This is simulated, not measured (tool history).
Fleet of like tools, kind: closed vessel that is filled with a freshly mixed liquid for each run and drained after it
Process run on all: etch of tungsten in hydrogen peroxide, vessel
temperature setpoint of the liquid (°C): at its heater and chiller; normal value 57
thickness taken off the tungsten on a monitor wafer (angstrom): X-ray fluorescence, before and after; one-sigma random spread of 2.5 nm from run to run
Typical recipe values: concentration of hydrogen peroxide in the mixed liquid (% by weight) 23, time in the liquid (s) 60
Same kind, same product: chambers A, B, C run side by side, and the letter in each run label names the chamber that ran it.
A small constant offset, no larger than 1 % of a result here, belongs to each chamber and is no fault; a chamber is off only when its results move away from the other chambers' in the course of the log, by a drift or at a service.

| run | day | temperature setpoint of the liquid (°C) | concentration of hydrogen peroxide in the mixed liquid (% by weight) | time in the liquid (s) | hours since the thermometer was replaced | hours since the peroxide flow meter was replaced | hours since the drum of peroxide was connected | read-back film thickness of the tungsten reference wafer, read on the same gauge (nm) | thickness taken off the tungsten on a monitor wafer (angstrom) |
|---|---|---|---|---|---|---|---|---|---|
| 1C | 0.508 | 57 | 23 | 60 | 1553.2 | 154.6 | 873.1 | 49.97 | 2709.9 |
| 2A | 1.054 | 57 | 23 | 60 | 1419.3 | 825.3 | 602.2 | 50.004 | 2753.9 |
|  | 1.388 | chamber B: thermometer replaced |
| 3B | 1.521 | 57 | 23 | 60 | 3.3 | 264.9 | 366.6 | 49.989 | 2698.1 |
| 4B | 1.875 | 57 | 23 | 60 | 11.8 | 273.4 | 375.1 | 49.999 | 2699.2 |
| 5A | 2.146 | 57 | 23 | 60 | 1445.5 | 851.5 | 628.4 | 49.998 | 2785.7 |
| 6C | 2.467 | 57 | 23 | 60 | 1600.2 | 201.6 | 920.1 | 49.983 | 2749.3 |
| 7C | 2.762 | 51 | 29 | 60 | 1607.3 | 208.7 | 927.2 | 50.008 | 2165.3 |
|  | 3.017 | chamber C: new drum of peroxide connected |
| 8B | 3.308 | 51 | 29 | 60 | 46.2 | 307.8 | 409.5 | 49.99 | 2104.6 |
| 9A | 3.6 | 51 | 29 | 60 | 1480.4 | 886.4 | 663.3 | 49.997 | 2231.7 |
| 10B | 4.129 | 57 | 23 | 60 | 65.9 | 327.5 | 429.2 | 49.998 | 2729 |
| 11C | 4.704 | 57 | 23 | 60 | 1653.9 | 255.3 | 40.6 | 49.989 | 2762.9 |
| 12A | 5.112 | 65 | 23 | 60 | 1516.7 | 922.7 | 699.6 | 50.012 | 4457.2 |
| 13C | 5.529 | 65 | 23 | 60 | 1673.7 | 275.1 | 60.4 | 50.01 | 4314 |
| 14A | 6.071 | 65 | 23 | 60 | 1539.7 | 945.7 | 722.6 | 49.996 | 4410.3 |
| 15B | 6.379 | 57 | 23 | 60 | 119.9 | 381.5 | 483.2 | 50.028 | 2738.8 |
| 16A | 6.804 | 57 | 23 | 60 | 1557.3 | 963.3 | 740.2 | 49.992 | 2883.9 |
| 17C | 7.1 | 57 | 23 | 60 | 1711.4 | 312.8 | 98.1 | 49.985 | 2760.9 |
| 18B | 7.654 | 57 | 23 | 60 | 150.5 | 412.1 | 513.8 | 50.007 | 2707.8 |
| 19A | 8.038 | 57 | 23 | 90 | 1586.9 | 992.9 | 769.8 | 49.996 | 4419.4 |
| 20C | 8.646 | 57 | 23 | 90 | 1748.5 | 349.9 | 135.2 | 50.009 | 4094 |
| 21B | 9.212 | 57 | 23 | 90 | 187.9 | 449.5 | 551.2 | 49.968 | 4054.9 |
| 22A | 9.646 | 57 | 23 | 60 | 1625.5 | 1031.5 | 808.4 | 49.998 | 2959.1 |
| 23B | 10.1 | 57 | 23 | 60 | 209.2 | 470.8 | 572.5 | 49.981 | 2714.1 |
| 24C | 10.571 | 57 | 23 | 60 | 1794.7 | 396.1 | 181.4 | 50.011 | 2746.1 |
| 25A | 11.038 | 57 | 23 | 60 | 1658.9 | 1064.9 | 841.8 | 50.014 | 2983.1 |
| 26C | 11.462 | 57 | 23 | 60 | 1816.1 | 417.5 | 202.8 | 50.001 | 2758.2 |
| 27B | 11.921 | 57 | 23 | 60 | 252.9 | 514.5 | 616.2 | 50.019 | 2668.4 |

Is one chamber off against the others, does the gauge drift, or is nothing wrong? If a chamber is off, say which, and what the likeliest cause is.

It is chamber A that slowly wanders off from its peers.
What lies behind it: liquid hotter than its thermometer reads (K) = 1.67.

Which of the 4 candidates below, each the usual settings with something changed and its results left as question marks, puts chamber A back in line with what the other chambers give on the usual settings?
To be in line, a result may differ from the other chambers' mean on the usual settings by at most: thickness taken off the tungsten on a monitor wafer (angstrom) 86
| 28A-1 | 12.354 | 57 | 23 | 70 |  |  |  |  | ? |
| 28A-2 | 12.354 | 55.5 | 22.5 | 60 |  |  |  |  | ? |
| 28A-3 | 12.354 | 57 | 16.5 | 60 |  |  |  |  | ? |
| 28A-4 | 12.354 | 57 | 27.5 | 60 |  |  |  |  | ? |

Mean of the other chambers on the usual settings: thickness taken off the tungsten on a monitor wafer (angstrom) 2730.7
| run | thickness taken off the tungsten on a monitor wafer (angstrom) |
|---|---|
| 28A-1 | 3519.6 |
| 28A-2 | 2737.4 |
| 28A-3 | 2554.5 |
| 28A-4 | 3299.2 |
Change 28A-2 lands the chamber within the allowed miss of the other chambers.
